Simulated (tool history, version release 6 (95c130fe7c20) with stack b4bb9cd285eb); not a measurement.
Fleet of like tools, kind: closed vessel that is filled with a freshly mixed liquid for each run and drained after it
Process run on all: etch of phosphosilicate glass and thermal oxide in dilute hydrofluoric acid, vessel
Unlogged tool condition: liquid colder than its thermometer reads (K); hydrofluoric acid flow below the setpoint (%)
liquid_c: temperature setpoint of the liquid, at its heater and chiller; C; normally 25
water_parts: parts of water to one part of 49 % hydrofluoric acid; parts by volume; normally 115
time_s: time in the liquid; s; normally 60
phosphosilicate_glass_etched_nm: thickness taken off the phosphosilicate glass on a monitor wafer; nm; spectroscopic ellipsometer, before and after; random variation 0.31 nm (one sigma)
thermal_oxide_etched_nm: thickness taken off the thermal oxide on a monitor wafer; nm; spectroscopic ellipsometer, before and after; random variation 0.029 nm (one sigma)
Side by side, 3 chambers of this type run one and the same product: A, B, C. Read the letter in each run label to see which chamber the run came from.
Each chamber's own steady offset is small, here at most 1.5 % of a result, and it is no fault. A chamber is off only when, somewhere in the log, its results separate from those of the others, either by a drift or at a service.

run	hour	liquid_c	water_parts	time_s	hours since the thermometer was replaced	hours since the hydrofluoric acid flow meter was replaced	read-back film thickness of the phosphosilicate glass reference wafer, read on the same gauge (nm)	read-back film thickness of the thermal oxide reference wafer, read on the same gauge (nm)	phosphosilicate_glass_etched_nm	thermal_oxide_etched_nm
1A	7.7	25	115	60	2162.2	568.8	90.002	150	69.298	2.3768
2C	14.2	25	115	60	212.2	248	90.02	150.01	67.565	2.3753
# hour 14.8: chamber B: thermometer replaced
# hour 16.9: chamber B: hydrofluoric acid flow meter replaced
3B	25.1	25	115	60	10.3	8.3	89.99	149.99	67.841	2.3986
4B	38	25	115	60	23.2	21.2	90.018	150.02	67.752	2.4275
5A	45.3	28.5	115	60	2199.8	606.4	90.017	150.01	79.037	2.7652
6C	58.4	28.5	115	60	256.4	292.2	89.993	150	77.679	2.7115
7B	65.1	28.5	115	60	50.3	48.3	90.006	150.01	77.655	2.7431
8A	73.6	25	115	60	2228.1	634.7	89.989	149.97	68.956	2.4194
9C	83.6	25	115	60	281.6	317.4	90.007	149.96	67.567	2.3465
10B	95.2	25	115	60	80.4	78.4	89.992	150.01	67.695	2.3609
11C	108.2	25	115	60	306.2	342	90.006	149.99	67.636	2.4073
12A	120.6	25	115	60	2275.1	681.7	89.989	150.03	68.624	2.369
13C	128.2	25	115	60	326.2	362	90.009	149.98	67.253	2.3536
14A	137.8	25	115	60	2292.3	698.9	90.007	150	68.499	2.3948
15B	147.1	25	115	60	132.3	130.3	90	150	67.744	2.3962
16A	160.2	25	115	60	2314.7	721.3	90.006	149.96	69.705	2.4178
17B	166.3	25	115	60	151.5	149.5	90.001	150.02	67.278	2.3886
18C	178.5	25	115	85	376.5	412.3	90.02	150.01	95.989	3.4713
19C	187	25	115	85	385	420.8	90.004	150.03	96.324	3.4251
20A	195.9	25	115	85	2350.4	757	90.009	149.97	97.638	3.3772
21B	202.1	25	115	60	187.3	185.3	90.008	150.01	67.692	2.3565
22A	213.1	25	115	60	2367.6	774.2	90.042	150.01	69.335	2.3645
23B	221.2	25	115	60	206.4	204.4	90.006	149.96	68.55	2.3919
24C	232.9	25	115	60	430.9	466.7	90.02	150.01	68.112	2.3609
25A	242.7	25	115	60	2397.2	803.8	89.987	150.04	69.065	2.3456
26B	251.1	25	115	60	236.3	234.3	90.019	150.03	68.143	2.4077
27C	263.8	25	115	95	461.8	497.6	89.991	150.02	107.22	3.7817
28C	276.8	25	115	95	474.8	510.6	89.984	149.98	106.15	3.7491
29A	285.1	25	115	95	2439.6	846.2	90.015	150	109.36	3.7844
30B	298.4	25	115	60	283.6	281.6	89.991	149.99	67.574	2.3915
31C	311.4	25	115	60	509.4	545.2	89.982	150	67.644	2.3924
32A	320.4	25	115	60	2474.9	881.5	90.005	149.99	69.724	2.3863
33B	327.9	25	115	60	313.1	311.1	90.029	149.97	68.101	2.4095
34B	336.5	25	115	60	321.7	319.7	89.964	149.99	67.994	2.3761
35C	343.9	25	115	60	541.9	577.7	90.006	150.02	67.178	2.3377

For the next run the whole fleet of 3 chambers uses the same settings. Give each chamber's results:
36A	353.4	25	115	60					?	?
36B	353.4	25	115	60					?	?
36C	353.4	25	115	60					?	?

run	phosphosilicate_glass_etched_nm	thermal_oxide_etched_nm
36A	68.883	2.3492
36B	67.825	2.3395
36C	68.116	2.4262
